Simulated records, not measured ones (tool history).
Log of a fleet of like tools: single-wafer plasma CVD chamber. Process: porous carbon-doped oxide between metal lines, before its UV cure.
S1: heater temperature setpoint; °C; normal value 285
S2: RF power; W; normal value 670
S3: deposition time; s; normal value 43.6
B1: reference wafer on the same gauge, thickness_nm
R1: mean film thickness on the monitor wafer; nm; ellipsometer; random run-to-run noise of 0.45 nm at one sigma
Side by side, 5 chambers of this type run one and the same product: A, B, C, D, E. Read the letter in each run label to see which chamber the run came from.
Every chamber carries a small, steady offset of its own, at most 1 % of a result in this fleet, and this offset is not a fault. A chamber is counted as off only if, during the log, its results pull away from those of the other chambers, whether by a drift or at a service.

| run | hour | S1 | S2 | S3 | B1 | R1 |
|---|---|---|---|---|---|---|
| 1B | 8.4 | 285 | 670 | 43.6 | 305.97 | 307.97 |
| 2E | 19.1 | 285 | 670 | 43.6 | 305.89 | 307.57 |
| 3D | 26.4 | 285 | 670 | 43.6 | 305.92 | 309.38 |
| 4C | 37.0 | 285 | 670 | 43.6 | 305.84 | 308.64 |
| 5A | 44.7 | 285 | 670 | 43.6 | 305.76 | 310.77 |
| 6E | 58.0 | 285 | 670 | 43.6 | 305.78 | 307.33 |
| 7A | 70.7 | 285 | 670 | 43.6 | 305.76 | 310.93 |
| 8D | 82.0 | 285 | 670 | 43.6 | 305.66 | 308.96 |
| 9C | 91.0 | 285 | 670 | 43.6 | 305.61 | 307.78 |
| 10B | 103.6 | 285 | 670 | 43.6 | 305.54 | 307.90 |
| 11E | 115.8 | 285 | 670 | 43.6 | 305.57 | 306.12 |
| 12B | 125.8 | 285 | 670 | 43.6 | 305.37 | 307.70 |
| 13C | 136.6 | 285 | 670 | 43.6 | 305.32 | 309.28 |
| 14D | 149.6 | 294 | 575 | 43.6 | 305.34 | 264.16 |
| 15A | 161.9 | 294 | 575 | 43.6 | 305.37 | 266.34 |
| 16E | 171.1 | 294 | 575 | 43.6 | 305.16 | 263.42 |
| 17B | 184.8 | 294 | 575 | 43.6 | 305.24 | 262.65 |
| 18C | 191.4 | 294 | 575 | 43.6 | 305.25 | 263.73 |
| 19A | 202.5 | 285 | 670 | 43.6 | 305.11 | 310.24 |
| 20D | 210.5 | 285 | 670 | 43.6 | 305.07 | 308.69 |
| 21A | 218.1 | 285 | 670 | 43.6 | 305.02 | 310.15 |
| 22E | 225.0 | 285 | 670 | 43.6 | 304.86 | 307.07 |
| 23C | 234.5 | 285 | 670 | 43.6 | 304.92 | 308.32 |
| 24B | 240.7 | 285 | 670 | 43.6 | 304.84 | 307.11 |
| 25D | 248.2 | 285 | 670 | 43.6 | 304.83 | 308.67 |
| 26A | 260.8 | 285 | 670 | 43.6 | 304.92 | 309.54 |
| 27C | 273.0 | 285 | 670 | 43.6 | 304.88 | 307.33 |
| 28B | 284.5 | 285 | 670 | 43.6 | 304.78 | 305.47 |
| 29D | 296.8 | 285 | 670 | 43.6 | 304.70 | 308.37 |
| 30E | 307.9 | 285 | 670 | 43.6 | 304.54 | 305.86 |
|  | 313.8 | chamber A: thermocouple changed; heater temperature recalibrated |
| 31D | 320.8 | 285 | 670 | 43.6 | 304.55 | 308.90 |
| 32E | 329.3 | 285 | 670 | 43.6 | 304.57 | 306.05 |
| 33B | 336.0 | 285 | 670 | 43.6 | 304.52 | 306.76 |
| 34C | 345.8 | 285 | 670 | 43.6 | 304.47 | 307.48 |
|  | 351.3 | chamber E: RF generator calibrated |
| 35A | 352.6 | 285 | 670 | 43.6 | 304.42 | 308.84 |
| 36B | 360.1 | 285 | 670 | 43.6 | 304.36 | 306.17 |
| 37A | 369.2 | 285 | 670 | 43.6 | 304.33 | 309.38 |
| 38E | 375.4 | 285 | 670 | 43.6 | 304.41 | 305.51 |
| 39C | 383.6 | 285 | 670 | 43.6 | 304.43 | 306.77 |
| 40D | 392.7 | 285 | 670 | 43.6 | 304.34 | 307.96 |
| 41B | 400.0 | 285 | 670 | 43.6 | 304.17 | 306.23 |

Which is it: a chamber that has drifted or been left off by a service, a gauge drift common to all chambers, or only each chamber's usual small offset? If a chamber is off, name it and its likeliest cause.

It is the gauge, not a chamber: its drift shows up in every chamber's results at once, and no chamber is off.
Most likely cause: gauge reads low (%) = 0.594.
